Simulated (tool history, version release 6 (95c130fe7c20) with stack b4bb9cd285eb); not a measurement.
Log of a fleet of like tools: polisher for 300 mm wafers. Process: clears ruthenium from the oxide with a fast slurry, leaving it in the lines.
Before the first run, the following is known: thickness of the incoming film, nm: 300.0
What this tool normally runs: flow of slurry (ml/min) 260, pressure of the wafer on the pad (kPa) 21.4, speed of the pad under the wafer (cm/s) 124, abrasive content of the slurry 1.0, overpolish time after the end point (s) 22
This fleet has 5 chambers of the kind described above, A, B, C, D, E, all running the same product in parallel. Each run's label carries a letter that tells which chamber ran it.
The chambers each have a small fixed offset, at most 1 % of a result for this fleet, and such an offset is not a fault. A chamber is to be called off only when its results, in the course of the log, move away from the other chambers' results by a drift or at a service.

run	day	flow of slurry (ml/min)	pressure of the wafer on the pad (kPa)	speed of the pad under the wafer (cm/s)	abrasive content of the slurry	overpolish time after the end point (s)	wafers polished on this pad	hours since the slurry nozzle was cleaned	hours since the head pressure was calibrated	hours since the slurry blender was calibrated	time until the end point was called (s)	dishing of a wide line in a test structure (Å)
# day 0.004: chamber B: head pressure recalibrated
# day 0.042: chamber A: worn pad replaced by a new one
1A	0.246	260	21.4	124	1.0	22	62	56.1	380.2	99.3	53.256	899.77
2D	0.425	260	21.4	124	1.0	22	131	205.4	952.6	83.8	53.656	909.41
# day 0.512: chamber A: slurry blender recalibrated
3B	0.558	260	21.4	124	1.0	22	390	120.7	13.4	128.2	52.251	919.93
4E	0.721	260	21.4	124	1.0	22	556	439.9	216.4	44.6	53.000	896.53
5C	0.908	260	21.4	124	1.0	22	757	320.7	425.8	351.5	53.907	910.21
6C	1.150	260	21.4	124	1.0	22	830	326.5	431.6	357.3	55.291	899.13
7A	1.312	260	21.4	124	1.0	22	384	81.7	405.8	19.2	53.690	922.26
# day 1.375: chamber C: slurry nozzle cleaned
8E	1.538	260	21.4	124	1.0	22	803	459.5	236.0	64.2	53.184	895.57
# day 1.642: chamber D: worn pad replaced by a new one
9B	1.696	260	21.4	124	1.1	22	733	148.0	40.7	155.5	50.499	934.51
10D	1.867	260	21.4	124	1.1	22	68	240.0	987.2	118.4	51.157	931.67
# day 1.954: chamber A: worn pad replaced by a new one
11B	2.125	260	21.4	124	1.1	22	863	158.3	51.0	165.8	52.950	922.25
# day 2.142: chamber B: worn pad replaced by a new one
12C	2.300	260	21.4	124	1.1	22	1177	22.3	459.2	384.9	52.277	943.60
13A	2.567	260	21.4	124	1.1	22	185	111.8	435.9	49.3	50.097	931.53
14D	2.721	260	21.4	124	1.0	22	326	260.5	1007.7	138.9	53.864	896.26
15E	2.979	260	15.2	144	1.0	22	1238	494.1	270.6	98.8	66.133	769.98
# day 3.071: chamber C: worn pad replaced by a new one
16C	3.208	260	15.2	144	1.0	22	42	44.1	481.0	406.7	64.986	770.27
# day 3.383: chamber D: worn pad replaced by a new one
17E	3.433	260	15.2	144	1.0	22	1375	505.0	281.5	109.7	64.317	794.49
# day 3.492: chamber E: worn pad replaced by a new one
# day 3.533: chamber A: worn pad replaced by a new one
18B	3.629	260	15.2	144	1.0	22	449	194.4	87.1	201.9	63.081	790.04
19D	3.900	260	15.2	144	1.0	22	156	288.8	1036.0	167.2	67.058	761.47
20A	4.067	260	21.4	124	1.0	22	161	147.8	471.9	85.3	52.796	910.55
21D	4.329	195	21.4	138	1.0	22	285	299.1	1046.3	177.5	50.455	956.85
22C	4.521	195	21.4	138	1.0	22	438	75.6	512.5	438.2	49.123	943.85
# day 4.596: chamber B: worn pad replaced by a new one
23B	4.738	195	21.4	138	1.0	22	43	221.0	113.7	228.5	49.586	951.36
24E	4.875	195	21.4	138	1.0	22	417	539.6	316.1	144.3	50.389	946.62
25A	5.058	195	21.4	138	1.0	22	460	171.6	495.7	109.1	49.055	966.78
# day 5.079: chamber A: slurry blender recalibrated
# day 5.117: chamber A: worn pad replaced by a new one
26A	5.229	260	21.4	124	1.0	22	34	175.7	499.8	3.7	52.308	925.31
# day 5.400: chamber D: worn pad replaced by a new one
27C	5.454	260	21.4	124	1.0	22	720	98.0	534.9	460.6	54.456	901.94
28B	5.725	260	21.4	124	1.0	22	341	244.7	137.4	252.2	55.719	925.76
29D	5.971	260	21.4	124	1.0	22	172	338.5	1085.7	216.9	61.111	834.49
30E	6.133	260	21.4	124	1.0	22	797	569.8	346.3	174.5	54.767	918.17
# day 6.308: chamber E: slurry blender recalibrated
31B	6.350	260	21.4	124	1.0	22	530	259.7	152.4	267.2	54.344	899.30
32D	6.521	260	21.4	124	1.0	22	338	351.7	1098.9	230.1	58.935	819.21
33A	6.754	260	21.4	124	1.0	22	494	212.3	536.4	40.3	53.203	897.97
34E	6.954	260	21.4	124	1.0	22	1045	589.5	366.0	15.6	55.343	897.61
# day 6.996: chamber B: worn pad replaced by a new one
35C	7.121	295	21.4	124	1.0	22	1223	138.0	574.9	500.6	52.340	907.87
36C	7.242	295	21.4	124	1.0	22	1259	140.9	577.8	503.5	52.348	925.86
# day 7.275: chamber D: worn pad replaced by a new one
37D	7.362	295	21.4	124	1.0	22	26	371.9	1119.1	250.3	62.520	785.10
38B	7.508	295	21.4	124	1.0	22	155	287.5	180.2	295.0	53.574	919.30

Predict what each chamber gives when all 5 of them run the settings below next.
39A	7.704	260	17.2	124	1.0	22					?	?
39B	7.704	260	17.2	124	1.0	22					?	?
39C	7.704	260	17.2	124	1.0	22					?	?
39D	7.704	260	17.2	124	1.0	22					?	?
39E	7.704	260	17.2	124	1.0	22					?	?

run	time until the end point was called (s)	dishing of a wide line in a test structure (Å)
39A	66.751	769.02
39B	65.686	749.00
39C	67.871	754.56
39D	81.026	634.64
39E	66.561	768.70
